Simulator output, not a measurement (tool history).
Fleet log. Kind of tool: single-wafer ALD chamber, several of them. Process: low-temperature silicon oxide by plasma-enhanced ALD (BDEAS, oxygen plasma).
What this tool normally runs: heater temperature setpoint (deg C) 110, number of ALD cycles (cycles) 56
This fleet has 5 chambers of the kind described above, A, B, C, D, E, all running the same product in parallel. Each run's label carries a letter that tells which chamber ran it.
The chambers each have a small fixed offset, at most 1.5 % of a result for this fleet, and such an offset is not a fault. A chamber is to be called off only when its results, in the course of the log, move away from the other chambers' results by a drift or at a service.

run,day,heater temperature setpoint (deg C),number of ALD cycles (cycles),"read-back reference wafer on the same gauge, thickness_nm",mean film thickness on the monitor wafer (nm)
1B,0.304,110,56,8.2196,7.8127
2A,0.621,110,56,8.2203,7.7452
3D,0.942,110,56,8.2164,7.8677
4C,1.229,110,56,8.2178,7.8878
5E,1.583,110,56,8.2155,7.8776
6B,2.033,110,56,8.2161,7.8209
7E,2.471,110,56,8.2112,7.8931
8D,2.912,110,56,8.2143,7.8679
9A,3.129,110,56,8.2109,7.7420
10C,3.454,110,56,8.2097,7.8783
11B,3.808,123,66,8.2070,8.9775
12D,4.008,123,66,8.2090,9.0176
13A,4.275,123,66,8.2082,8.8965
14C,4.600,123,66,8.2064,9.0475
15E,4.946,123,66,8.2047,9.0432
16B,5.317,110,56,8.2081,7.7898
17E,5.704,110,56,8.2089,7.8746
18C,5.933,110,56,8.2031,7.8814
19A,6.296,110,56,8.2039,7.7435
20D,6.671,110,56,8.2040,7.8315
21E,6.867,102,56,8.2009,7.9813
22B,7.308,102,56,8.2026,7.9134
23C,7.658,102,56,8.1989,7.9779
24A,7.858,102,56,8.1985,7.8473
25D,8.300,102,56,8.1975,7.9376
26C,8.625,110,56,8.1965,7.8540
27B,8.958,110,56,8.1954,7.7990
28E,9.225,110,56,8.1950,7.8437
29A,9.612,110,56,8.1923,7.7326
30D,10.012,102,52,8.1917,7.3663
31A,10.433,102,52,8.1907,7.2780
32C,10.683,102,52,8.1925,7.4192
33E,11.117,102,52,8.1910,7.4047
34B,11.346,102,52,8.1906,7.3389
35D,11.792,110,56,8.1873,7.8273
36C,12.204,110,56,8.1852,7.8574
37E,12.558,110,56,8.1849,7.8458
38D,13.000,110,56,8.1851,7.8192
39B,13.312,110,56,8.1870,7.7958
40A,13.546,110,56,8.1846,7.6948
41D,13.796,110,56,8.1838,7.8119
42C,14.067,110,56,8.1809,7.8420
43E,14.325,110,56,8.1836,7.8513

What goes on in this fleet: one chamber off, a drifting gauge, or nothing beyond the chambers' own small offsets? Name the chamber and the cause, if any.

The gauge drifts, so all chambers seem to drift together. No chamber is off.
What lies behind it: gauge reads low (%) = 0.484.
